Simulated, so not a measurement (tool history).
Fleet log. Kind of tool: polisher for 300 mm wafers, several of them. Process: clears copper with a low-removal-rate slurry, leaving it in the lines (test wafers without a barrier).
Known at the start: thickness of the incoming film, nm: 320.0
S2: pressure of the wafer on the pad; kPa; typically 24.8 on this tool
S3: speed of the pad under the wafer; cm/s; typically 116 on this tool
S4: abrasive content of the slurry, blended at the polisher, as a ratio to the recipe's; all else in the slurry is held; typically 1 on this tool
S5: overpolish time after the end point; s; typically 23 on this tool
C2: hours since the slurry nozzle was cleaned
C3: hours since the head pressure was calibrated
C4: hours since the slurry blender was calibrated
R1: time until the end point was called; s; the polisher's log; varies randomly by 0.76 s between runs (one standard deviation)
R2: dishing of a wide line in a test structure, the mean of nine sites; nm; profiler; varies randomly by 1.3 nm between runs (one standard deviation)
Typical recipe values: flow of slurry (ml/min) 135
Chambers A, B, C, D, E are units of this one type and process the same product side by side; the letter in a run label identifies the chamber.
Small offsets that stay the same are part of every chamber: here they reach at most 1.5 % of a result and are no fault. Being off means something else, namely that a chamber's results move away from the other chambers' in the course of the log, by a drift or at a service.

-- hour=2.5 chamber B: worn pad replaced by a new one
run 1B hour=6.5 | flow_of_slurry_(ml/min)=135 S2=24.8 S3=116 S4=1 S5=23 | wafers_polished_on_this_pad=42 C2=451.3 C3=180.5 C4=209.7 | R1=64.782 R2=60.791
-- hour=14.7 chamber D: worn pad replaced by a new one
run 2C hour=19.7 | flow_of_slurry_(ml/min)=135 S2=24.8 S3=116 S4=1 S5=23 | wafers_polished_on_this_pad=730 C2=128 C3=471.6 C4=68 | R1=62.738 R2=61.075
-- hour=29.2 chamber A: slurry blender recalibrated
-- hour=32 chamber A: worn pad replaced by a new one
run 3E hour=32.9 | flow_of_slurry_(ml/min)=135 S2=24.8 S3=116 S4=1 S5=23 | wafers_polished_on_this_pad=437 C2=556.5 C3=442 C4=213.4 | R1=63.308 R2=58.33
run 4D hour=45.2 | flow_of_slurry_(ml/min)=135 S2=24.8 S3=116 S4=1 S5=23 | wafers_polished_on_this_pad=319 C2=174.1 C3=244.9 C4=79 | R1=62.689 R2=59.913
run 5A hour=56.3 | flow_of_slurry_(ml/min)=135 S2=24.8 S3=116 S4=1 S5=23 | wafers_polished_on_this_pad=254 C2=315.7 C3=421 C4=27.1 | R1=62.275 R2=60.069
-- hour=57.2 chamber E: slurry blender recalibrated
run 6D hour=65.2 | flow_of_slurry_(ml/min)=135 S2=24.8 S3=116 S4=1 S5=23 | wafers_polished_on_this_pad=529 C2=194.1 C3=264.9 C4=99 | R1=63.468 R2=60.318
run 7C hour=71.9 | flow_of_slurry_(ml/min)=135 S2=24.8 S3=116 S4=1 S5=23 | wafers_polished_on_this_pad=1276 C2=180.2 C3=523.8 C4=120.2 | R1=63.716 R2=59.509
run 8A hour=80.7 | flow_of_slurry_(ml/min)=135 S2=24.8 S3=116 S4=1 S5=23 | wafers_polished_on_this_pad=510 C2=340.1 C3=445.4 C4=51.5 | R1=61.452 R2=61.68
run 9B hour=88.6 | flow_of_slurry_(ml/min)=135 S2=24.8 S3=116 S4=1 S5=23 | wafers_polished_on_this_pad=901 C2=533.4 C3=262.6 C4=291.8 | R1=63.092 R2=60.873
-- hour=90.5 chamber B: slurry nozzle cleaned
-- hour=97.5 chamber C: worn pad replaced by a new one
run 10E hour=97.8 | flow_of_slurry_(ml/min)=135 S2=24.8 S3=116 S4=1 S5=23 | wafers_polished_on_this_pad=1116 C2=621.4 C3=506.9 C4=40.7 | R1=63.254 R2=58.844
run 11C hour=105.3 | flow_of_slurry_(ml/min)=135 S2=24.8 S3=116 S4=0.8 S5=23 | wafers_polished_on_this_pad=81 C2=213.6 C3=557.2 C4=153.6 | R1=65.677 R2=55.917
-- hour=106.1 chamber E: worn pad replaced by a new one
-- hour=111.3 chamber A: worn pad replaced by a new one
-- hour=114.8 chamber C: slurry nozzle cleaned
run 12A hour=116.4 | flow_of_slurry_(ml/min)=135 S2=24.8 S3=116 S4=0.8 S5=23 | wafers_polished_on_this_pad=54 C2=375.8 C3=481.1 C4=87.2 | R1=64.666 R2=57.222
-- hour=120.5 chamber D: worn pad replaced by a new one
run 13E hour=129.5 | flow_of_slurry_(ml/min)=135 S2=24.8 S3=116 S4=0.8 S5=23 | wafers_polished_on_this_pad=245 C2=653.1 C3=538.6 C4=72.4 | R1=65.805 R2=58.639
-- hour=133 chamber B: worn pad replaced by a new one
-- hour=133.8 chamber D: head pressure recalibrated
-- hour=135 chamber A: slurry nozzle cleaned
run 14D hour=139.4 | flow_of_slurry_(ml/min)=135 S2=24.8 S3=116 S4=0.8 S5=23 | wafers_polished_on_this_pad=197 C2=268.3 C3=5.7 C4=173.2 | R1=65.125 R2=56.471
-- hour=142.9 chamber A: slurry blender recalibrated
run 15B hour=151.8 | flow_of_slurry_(ml/min)=135 S2=24.8 S3=116 S4=0.8 S5=23 | wafers_polished_on_this_pad=197 C2=61.4 C3=325.8 C4=355 | R1=66.758 R2=59.767
-- hour=152.8 chamber D: slurry nozzle cleaned
-- hour=154.3 chamber E: slurry nozzle cleaned
run 16B hour=166.3 | flow_of_slurry_(ml/min)=135 S2=24.8 S3=116 S4=1 S5=23 | wafers_polished_on_this_pad=349 C2=75.9 C3=340.3 C4=369.5 | R1=63.346 R2=59.392
run 17D hour=175.3 | flow_of_slurry_(ml/min)=135 S2=24.8 S3=116 S4=1 S5=23 | wafers_polished_on_this_pad=573 C2=22.5 C3=41.6 C4=209.1 | R1=62.825 R2=61.498
-- hour=176.4 chamber B: slurry blender recalibrated
run 18A hour=182.4 | flow_of_slurry_(ml/min)=135 S2=24.8 S3=116 S4=1 S5=23 | wafers_polished_on_this_pad=744 C2=47.5 C3=547.1 C4=39.5 | R1=62.485 R2=59.657
run 19C hour=193.4 | flow_of_slurry_(ml/min)=135 S2=24.8 S3=116 S4=1 S5=23 | wafers_polished_on_this_pad=1003 C2=78.6 C3=645.3 C4=241.7 | R1=62.837 R2=58.334
run 20E hour=200.8 | flow_of_slurry_(ml/min)=135 S2=24.8 S3=116 S4=1 S5=23 | wafers_polished_on_this_pad=991 C2=46.6 C3=609.9 C4=143.7 | R1=63.332 R2=57.707
-- hour=201.4 chamber A: worn pad replaced by a new one
-- hour=208 chamber C: worn pad replaced by a new one
-- hour=212.8 chamber D: worn pad replaced by a new one
run 21B hour=212.8 | flow_of_slurry_(ml/min)=135 S2=24.8 S3=116 S4=1 S5=23 | wafers_polished_on_this_pad=835 C2=122.4 C3=386.8 C4=36.4 | R1=64.077 R2=62.356
-- hour=213.4 chamber E: worn pad replaced by a new one
run 22E hour=219.1 | flow_of_slurry_(ml/min)=135 S2=24.8 S3=116 S4=1 S5=23 | wafers_polished_on_this_pad=60 C2=64.9 C3=628.2 C4=162 | R1=63.396 R2=58.887
run 23D hour=231.4 | flow_of_slurry_(ml/min)=135 S2=24.8 S3=116 S4=1 S5=23 | wafers_polished_on_this_pad=195 C2=78.6 C3=97.7 C4=265.2 | R1=63.131 R2=60.34
run 24A hour=245.3 | flow_of_slurry_(ml/min)=135 S2=24.8 S3=116 S4=1 S5=23 | wafers_polished_on_this_pad=459 C2=110.4 C3=610 C4=102.4 | R1=61.515 R2=61.131
run 25C hour=252.8 | flow_of_slurry_(ml/min)=135 S2=24.8 S3=116 S4=1 S5=23 | wafers_polished_on_this_pad=468 C2=138 C3=704.7 C4=301.1 | R1=63.078 R2=58.078
run 26E hour=259.7 | flow_of_slurry_(ml/min)=135 S2=24.8 S3=116 S4=1 S5=23 | wafers_polished_on_this_pad=484 C2=105.5 C3=668.8 C4=202.6 | R1=62.077 R2=61.488
-- hour=260.6 chamber D: slurry blender recalibrated
run 27A hour=273 | flow_of_slurry_(ml/min)=135 S2=24.8 S3=116 S4=1 S5=23 | wafers_polished_on_this_pad=749 C2=138.1 C3=637.7 C4=130.1 | R1=61.645 R2=63.122
-- hour=274.8 chamber A: slurry blender recalibrated
run 28B hour=280.8 | flow_of_slurry_(ml/min)=135 S2=24.8 S3=116 S4=1.15 S5=29 | wafers_polished_on_this_pad=1546 C2=190.4 C3=454.8 C4=104.4 | R1=61.582 R2=70.803
-- hour=284 chamber A: worn pad replaced by a new one
-- hour=286.5 chamber B: worn pad replaced by a new one
-- hour=286.6 chamber E: head pressure recalibrated
-- hour=286.8 chamber C: slurry blender recalibrated
run 29C hour=288.6 | flow_of_slurry_(ml/min)=135 S2=24.8 S3=116 S4=1.15 S5=29 | wafers_polished_on_this_pad=843 C2=173.8 C3=740.5 C4=1.8 | R1=61.599 R2=70.662
run 30D hour=302.9 | flow_of_slurry_(ml/min)=135 S2=24.8 S3=116 S4=1.15 S5=29 | wafers_polished_on_this_pad=943 C2=150.1 C3=169.2 C4=42.4 | R1=61.349 R2=68.944
-- hour=311.2 chamber D: worn pad replaced by a new one
run 31A hour=313.9 | flow_of_slurry_(ml/min)=135 S2=24.8 S3=116 S4=1.15 S5=29 | wafers_polished_on_this_pad=313 C2=179 C3=678.6 C4=39.2 | R1=59.963 R2=69.623
-- hour=320.8 chamber E: slurry blender recalibrated
run 32B hour=328 | flow_of_slurry_(ml/min)=135 S2=24.8 S3=116 S4=1.15 S5=29 | wafers_polished_on_this_pad=434 C2=237.6 C3=502 C4=151.6 | R1=61.489 R2=66.354
-- hour=335.4 chamber C: slurry nozzle cleaned
run 33D hour=338.2 | flow_of_slurry_(ml/min)=135 S2=24.8 S3=116 S4=1 S5=23 | wafers_polished_on_this_pad=283 C2=185.4 C3=204.5 C4=77.7 | R1=62.76 R2=61.332
-- hour=343 chamber C: worn pad replaced by a new one
-- hour=347.5 chamber E: worn pad replaced by a new one
run 34C hour=352.4 | flow_of_slurry_(ml/min)=135 S2=24.8 S3=116 S4=1 S5=23 | wafers_polished_on_this_pad=98 C2=17.1 C3=804.3 C4=65.6 | R1=62.197 R2=59.566
run 35E hour=359.3 | flow_of_slurry_(ml/min)=135 S2=24.8 S3=116 S4=1 S5=23 | wafers_polished_on_this_pad=124 C2=205.1 C3=72.7 C4=38.6 | R1=62.718 R2=60.273
-- hour=363.9 chamber A: worn pad replaced by a new one
run 36C hour=368.8 | flow_of_slurry_(ml/min)=135 S2=24.8 S3=116 S4=1 S5=23 | wafers_polished_on_this_pad=270 C2=33.5 C3=820.7 C4=82 | R1=62.711 R2=59.254
-- hour=374.4 chamber A: slurry blender recalibrated
run 37D hour=376.7 | flow_of_slurry_(ml/min)=135 S2=24.8 S3=116 S4=1 S5=23 | wafers_polished_on_this_pad=685 C2=223.9 C3=243 C4=116.2 | R1=62.281 R2=60.403
run 38B hour=390.6 | flow_of_slurry_(ml/min)=100 S2=20.7 S3=116 S4=1 S5=23 | wafers_polished_on_this_pad=1089 C2=300.2 C3=564.6 C4=214.2 | R1=82.252 R2=49.092
run 39A hour=398.2 | flow_of_slurry_(ml/min)=100 S2=20.7 S3=116 S4=1 S5=23 | wafers_polished_on_this_pad=359 C2=263.3 C3=762.9 C4=23.9 | R1=79.719 R2=51.136

Decide between three cases: one chamber stands off from its peers, the gauge reading all wafers drifts, or nothing is wrong past each chamber's small offset. Where a chamber is off, say which and what most likely put it there.

Nothing is wrong: each chamber keeps only its own small, steady offset and the gauge holds still.
